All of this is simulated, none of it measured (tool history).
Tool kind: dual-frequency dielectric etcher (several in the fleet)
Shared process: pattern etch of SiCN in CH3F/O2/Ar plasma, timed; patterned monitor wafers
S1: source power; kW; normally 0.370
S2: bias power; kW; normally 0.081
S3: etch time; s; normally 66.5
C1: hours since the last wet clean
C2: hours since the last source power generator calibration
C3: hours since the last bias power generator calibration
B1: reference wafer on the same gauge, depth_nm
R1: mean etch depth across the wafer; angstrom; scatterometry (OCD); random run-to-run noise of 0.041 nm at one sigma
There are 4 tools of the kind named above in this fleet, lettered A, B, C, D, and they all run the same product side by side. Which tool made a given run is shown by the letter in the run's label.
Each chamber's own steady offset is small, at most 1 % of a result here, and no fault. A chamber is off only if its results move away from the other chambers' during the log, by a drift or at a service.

{"run": "1B", "hour": 3.2, "S1": 0.37, "S2": 0.081, "S3": 66.5, "C1": 274.6, "C2": 1131.5, "C3": 2434.9, "B1": 26.388, "R1": 254.59}
{"run": "2C", "hour": 5.4, "S1": 0.37, "S2": 0.081, "S3": 66.5, "C1": 79.3, "C2": 1145.6, "C3": 95.5, "B1": 26.392, "R1": 252.83}
{"hour": 9.7, "done": "chamber A: wet clean of the chamber"}
{"run": "3D", "hour": 10.4, "S1": 0.37, "S2": 0.081, "S3": 66.5, "C1": 168.9, "C2": 1489.3, "C3": 3181.7, "B1": 26.386, "R1": 252.34}
{"run": "4A", "hour": 15.0, "S1": 0.37, "S2": 0.081, "S3": 66.5, "C1": 5.4, "C2": 2694.5, "C3": 4783.4, "B1": 26.376, "R1": 252.65}
{"run": "5A", "hour": 19.3, "S1": 0.37, "S2": 0.081, "S3": 66.5, "C1": 9.7, "C2": 2698.8, "C3": 4787.7, "B1": 26.375, "R1": 252.39}
{"run": "6C", "hour": 21.5, "S1": 0.37, "S2": 0.081, "S3": 66.5, "C1": 95.4, "C2": 1161.7, "C3": 111.6, "B1": 26.386, "R1": 252.61}
{"run": "7D", "hour": 24.7, "S1": 0.37, "S2": 0.081, "S3": 66.5, "C1": 183.2, "C2": 1503.6, "C3": 3196.0, "B1": 26.37, "R1": 252.31}
{"run": "8B", "hour": 28.0, "S1": 0.37, "S2": 0.081, "S3": 66.5, "C1": 299.4, "C2": 1156.3, "C3": 2459.7, "B1": 26.368, "R1": 254.21}
{"run": "9D", "hour": 31.7, "S1": 0.37, "S2": 0.081, "S3": 66.5, "C1": 190.2, "C2": 1510.6, "C3": 3203.0, "B1": 26.363, "R1": 251.66}
{"run": "10C", "hour": 35.6, "S1": 0.37, "S2": 0.081, "S3": 66.5, "C1": 109.5, "C2": 1175.8, "C3": 125.7, "B1": 26.36, "R1": 252.94}
{"run": "11B", "hour": 38.5, "S1": 0.37, "S2": 0.081, "S3": 66.5, "C1": 309.9, "C2": 1166.8, "C3": 2470.2, "B1": 26.359, "R1": 254.17}
{"run": "12A", "hour": 43.4, "S1": 0.31, "S2": 0.081, "S3": 59.0, "C1": 33.8, "C2": 2722.9, "C3": 4811.8, "B1": 26.348, "R1": 209.12}
{"run": "13C", "hour": 48.2, "S1": 0.31, "S2": 0.081, "S3": 59.0, "C1": 122.1, "C2": 1188.4, "C3": 138.3, "B1": 26.357, "R1": 209.75}
{"run": "14A", "hour": 51.7, "S1": 0.31, "S2": 0.081, "S3": 59.0, "C1": 42.1, "C2": 2731.2, "C3": 4820.1, "B1": 26.347, "R1": 208.76}
{"run": "15D", "hour": 55.9, "S1": 0.31, "S2": 0.081, "S3": 59.0, "C1": 214.4, "C2": 1534.8, "C3": 3227.2, "B1": 26.336, "R1": 208.13}
{"run": "16B", "hour": 59.7, "S1": 0.37, "S2": 0.081, "S3": 66.5, "C1": 331.1, "C2": 1188.0, "C3": 2491.4, "B1": 26.327, "R1": 253.75}
{"run": "17D", "hour": 62.2, "S1": 0.37, "S2": 0.081, "S3": 66.5, "C1": 220.7, "C2": 1541.1, "C3": 3233.5, "B1": 26.34, "R1": 251.72}
{"run": "18A", "hour": 65.0, "S1": 0.37, "S2": 0.09, "S3": 66.5, "C1": 55.4, "C2": 2744.5, "C3": 4833.4, "B1": 26.336, "R1": 262.08}
{"run": "19B", "hour": 68.0, "S1": 0.37, "S2": 0.09, "S3": 66.5, "C1": 339.4, "C2": 1196.3, "C3": 2499.7, "B1": 26.334, "R1": 264.11}
{"run": "20C", "hour": 71.5, "S1": 0.37, "S2": 0.09, "S3": 66.5, "C1": 145.4, "C2": 1211.7, "C3": 161.6, "B1": 26.322, "R1": 261.82}
{"run": "21B", "hour": 73.9, "S1": 0.37, "S2": 0.09, "S3": 66.5, "C1": 345.3, "C2": 1202.2, "C3": 2505.6, "B1": 26.314, "R1": 264.24}
{"run": "22C", "hour": 77.9, "S1": 0.37, "S2": 0.081, "S3": 66.5, "C1": 151.8, "C2": 1218.1, "C3": 168.0, "B1": 26.321, "R1": 252.54}
{"run": "23D", "hour": 80.7, "S1": 0.37, "S2": 0.081, "S3": 66.5, "C1": 239.2, "C2": 1559.6, "C3": 3252.0, "B1": 26.301, "R1": 251.01}
{"run": "24A", "hour": 85.6, "S1": 0.43, "S2": 0.081, "S3": 66.5, "C1": 76.0, "C2": 2765.1, "C3": 4854.0, "B1": 26.309, "R1": 266.11}
{"run": "25B", "hour": 89.6, "S1": 0.43, "S2": 0.081, "S3": 66.5, "C1": 361.0, "C2": 1217.9, "C3": 2521.3, "B1": 26.308, "R1": 268.15}
{"run": "26A", "hour": 94.4, "S1": 0.43, "S2": 0.081, "S3": 66.5, "C1": 84.8, "C2": 2773.9, "C3": 4862.8, "B1": 26.302, "R1": 266.11}
{"run": "27D", "hour": 98.4, "S1": 0.43, "S2": 0.081, "S3": 66.5, "C1": 256.9, "C2": 1577.3, "C3": 3269.7, "B1": 26.297, "R1": 265.6}
{"run": "28C", "hour": 103.2, "S1": 0.37, "S2": 0.081, "S3": 66.5, "C1": 177.1, "C2": 1243.4, "C3": 193.3, "B1": 26.288, "R1": 252.02}
{"run": "29D", "hour": 107.0, "S1": 0.37, "S2": 0.081, "S3": 66.5, "C1": 265.5, "C2": 1585.9, "C3": 3278.3, "B1": 26.283, "R1": 250.66}
{"run": "30A", "hour": 110.0, "S1": 0.37, "S2": 0.081, "S3": 66.5, "C1": 100.4, "C2": 2789.5, "C3": 4878.4, "B1": 26.271, "R1": 252.39}
{"run": "31C", "hour": 115.1, "S1": 0.37, "S2": 0.074, "S3": 66.5, "C1": 189.0, "C2": 1255.3, "C3": 205.2, "B1": 26.284, "R1": 243.68}
{"run": "32B", "hour": 118.3, "S1": 0.37, "S2": 0.074, "S3": 66.5, "C1": 389.7, "C2": 1246.6, "C3": 2550.0, "B1": 26.269, "R1": 244.99}
{"run": "33C", "hour": 121.3, "S1": 0.37, "S2": 0.074, "S3": 66.5, "C1": 195.2, "C2": 1261.5, "C3": 211.4, "B1": 26.256, "R1": 243.68}
{"run": "34D", "hour": 125.0, "S1": 0.37, "S2": 0.074, "S3": 66.5, "C1": 283.5, "C2": 1603.9, "C3": 3296.3, "B1": 26.269, "R1": 242.91}
{"run": "35A", "hour": 129.8, "S1": 0.37, "S2": 0.081, "S3": 79.0, "C1": 120.2, "C2": 2809.3, "C3": 4898.2, "B1": 26.253, "R1": 298.29}
{"run": "36B", "hour": 134.1, "S1": 0.37, "S2": 0.081, "S3": 79.0, "C1": 405.5, "C2": 1262.4, "C3": 2565.8, "B1": 26.248, "R1": 300.2}
{"run": "37A", "hour": 137.5, "S1": 0.37, "S2": 0.081, "S3": 79.0, "C1": 127.9, "C2": 2817.0, "C3": 4905.9, "B1": 26.261, "R1": 297.92}
{"run": "38C", "hour": 139.9, "S1": 0.37, "S2": 0.081, "S3": 79.0, "C1": 213.8, "C2": 1280.1, "C3": 230.0, "B1": 26.249, "R1": 298.55}
{"run": "39B", "hour": 143.2, "S1": 0.37, "S2": 0.081, "S3": 66.5, "C1": 414.6, "C2": 1271.5, "C3": 2574.9, "B1": 26.232, "R1": 253.25}
{"run": "40D", "hour": 146.9, "S1": 0.37, "S2": 0.081, "S3": 66.5, "C1": 305.4, "C2": 1625.8, "C3": 3318.2, "B1": 26.246, "R1": 250.91}
{"run": "41A", "hour": 151.0, "S1": 0.37, "S2": 0.081, "S3": 66.5, "C1": 141.4, "C2": 2830.5, "C3": 4919.4, "B1": 26.228, "R1": 250.18}
{"run": "42B", "hour": 155.5, "S1": 0.37, "S2": 0.081, "S3": 66.5, "C1": 426.9, "C2": 1283.8, "C3": 2587.2, "B1": 26.231, "R1": 252.73}
{"run": "43D", "hour": 158.1, "S1": 0.41, "S2": 0.074, "S3": 66.5, "C1": 316.6, "C2": 1637.0, "C3": 3329.4, "B1": 26.225, "R1": 251.66}

Does one chamber stand apart from the rest, does the shared gauge drift, or is all well apart from small per-chamber offsets? Give the chamber and the most likely cause, where there is one.

None of the chambers is off. What moves is the gauge, dragging all their readings along together.
Likeliest cause: gauge reads low (%) = 0.659.
